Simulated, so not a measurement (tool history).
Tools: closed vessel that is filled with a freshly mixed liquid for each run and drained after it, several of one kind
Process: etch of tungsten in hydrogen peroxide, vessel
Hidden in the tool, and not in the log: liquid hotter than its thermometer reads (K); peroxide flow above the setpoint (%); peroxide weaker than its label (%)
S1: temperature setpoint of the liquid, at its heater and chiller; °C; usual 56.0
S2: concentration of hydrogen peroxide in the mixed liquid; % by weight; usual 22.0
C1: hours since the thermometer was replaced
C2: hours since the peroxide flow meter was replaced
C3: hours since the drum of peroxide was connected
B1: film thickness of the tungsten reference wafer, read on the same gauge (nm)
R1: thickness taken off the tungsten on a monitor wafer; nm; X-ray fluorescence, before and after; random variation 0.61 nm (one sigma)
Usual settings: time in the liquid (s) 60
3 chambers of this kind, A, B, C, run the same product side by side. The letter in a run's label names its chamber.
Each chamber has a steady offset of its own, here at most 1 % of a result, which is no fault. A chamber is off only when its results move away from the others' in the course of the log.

Run 1A, hour 6.3: usual settings; C1 2641.3; C2 342.2; C3 620.5; B1 59.997. Result: R1 118.590 nm.
Run 2C, hour 11.7: usual settings; C1 772.3; C2 1871.1; C3 383.9; B1 59.983. Result: R1 117.230 nm.
At hour 13.3: chamber A: thermometer replaced.
Run 3B, hour 18.4: usual settings; C1 653.2; C2 831.7; C3 493.6; B1 60.010. Result: R1 118.680 nm.
Run 4B, hour 24.0: usual settings; C1 658.8; C2 837.3; C3 499.2; B1 59.996. Result: R1 118.190 nm.
Run 5A, hour 30.6: usual settings; C1 17.4; C2 366.5; C3 644.8; B1 60.020. Result: R1 118.970 nm.
Run 6C, hour 40.7: usual settings but S1 48.0 °C, time in the liquid (s) 40; C1 801.3; C2 1900.1; C3 412.9; B1 59.989. Result: R1 48.549 nm.
Run 7B, hour 48.1: usual settings but S1 48.0 °C, time in the liquid (s) 40; C1 682.9; C2 861.4; C3 523.3; B1 60.008. Result: R1 48.824 nm.
At hour 50.5: chamber C: peroxide flow meter replaced.
Run 8A, hour 59.3: usual settings but S1 48.0 °C, time in the liquid (s) 40; C1 46.1; C2 395.2; C3 673.5; B1 59.993. Result: R1 48.656 nm.
Run 9C, hour 64.7: usual settings; C1 825.3; C2 14.2; C3 436.9; B1 60.008. Result: R1 118.560 nm.
Run 10B, hour 72.2: usual settings; C1 707.0; C2 885.5; C3 547.4; B1 59.992. Result: R1 118.230 nm.
Run 11A, hour 79.5: usual settings; C1 66.3; C2 415.4; C3 693.7; B1 59.989. Result: R1 118.410 nm.
Run 12C, hour 90.9: usual settings; C1 851.5; C2 40.4; C3 463.1; B1 60.009. Result: R1 117.650 nm.
Run 13A, hour 97.7: usual settings; C1 84.5; C2 433.6; C3 711.9; B1 60.026. Result: R1 118.320 nm.
Run 14C, hour 109.3: usual settings but S1 52.0 °C; C1 869.9; C2 58.8; C3 481.5; B1 59.999. Result: R1 92.240 nm.
Run 15B, hour 118.0: usual settings but S1 52.0 °C; C1 752.8; C2 931.3; C3 593.2; B1 59.981. Result: R1 93.199 nm.
Run 16A, hour 126.4: usual settings but S1 52.0 °C; C1 113.2; C2 462.3; C3 740.6; B1 60.018. Result: R1 93.110 nm.
Run 17B, hour 137.9: usual settings; C1 772.7; C2 951.2; C3 613.1; B1 60.008. Result: R1 118.490 nm.
Run 18C, hour 144.3: usual settings; C1 904.9; C2 93.8; C3 516.5; B1 59.986. Result: R1 116.710 nm.
At hour 147.5: chamber B: peroxide flow meter replaced.
Run 19C, hour 149.5: usual settings; C1 910.1; C2 99.0; C3 521.7; B1 59.998. Result: R1 117.920 nm.
Run 20A, hour 154.7: usual settings; C1 141.5; C2 490.6; C3 768.9; B1 60.013. Result: R1 118.240 nm.
Run 21B, hour 163.2: usual settings; C1 798.0; C2 15.8; C3 638.4; B1 59.977. Result: R1 117.430 nm.
Run 22C, hour 171.4: usual settings but S1 63.5 °C, S2 25.5 % by weight; C1 932.0; C2 120.9; C3 543.6; B1 60.001. Result: R1 194.360 nm.
Run 23B, hour 177.0: usual settings but S1 63.5 °C, S2 25.5 % by weight; C1 811.8; C2 29.6; C3 652.2; B1 60.004. Result: R1 197.620 nm.
Run 24A, hour 186.4: usual settings but S1 63.5 °C, S2 25.5 % by weight; C1 173.2; C2 522.3; C3 800.6; B1 59.980. Result: R1 199.410 nm.
Run 25B, hour 192.5: usual settings; C1 827.3; C2 45.1; C3 667.7; B1 60.009. Result: R1 118.030 nm.
Run 26A, hour 201.8: usual settings; C1 188.6; C2 537.7; C3 816.0; B1 59.981. Result: R1 118.620 nm.
Run 27C, hour 212.0: usual settings; C1 972.6; C2 161.5; C3 584.2; B1 60.001. Result: R1 117.180 nm.
Run 28B, hour 217.5: usual settings but time in the liquid (s) 40; C1 852.3; C2 70.1; C3 692.7; B1 60.011. Result: R1 78.626 nm.
Run 29A, hour 227.5: usual settings but time in the liquid (s) 40; C1 214.3; C2 563.4; C3 841.7; B1 60.011. Result: R1 79.299 nm.
Run 30C, hour 234.0: usual settings but time in the liquid (s) 40; C1 994.6; C2 183.5; C3 606.2; B1 59.987. Result: R1 77.623 nm.
Run 31B, hour 245.0: usual settings but S1 63.0 °C, time in the liquid (s) 35; C1 879.8; C2 97.6; C3 720.2; B1 59.992. Result: R1 103.200 nm.
Run 32C, hour 251.9: usual settings but S1 63.0 °C, time in the liquid (s) 35; C1 1012.5; C2 201.4; C3 624.1; B1 60.014. Result: R1 101.230 nm.
Run 33A, hour 257.8: usual settings but S1 63.0 °C, time in the liquid (s) 35; C1 244.6; C2 593.7; C3 872.0; B1 60.008. Result: R1 103.830 nm.

Is one chamber off against the others, does the gauge drift, or is nothing wrong? If a chamber is off, say which, and what the likeliest cause is.

No chamber stands off beyond its own small offset, and the gauge holds steady.
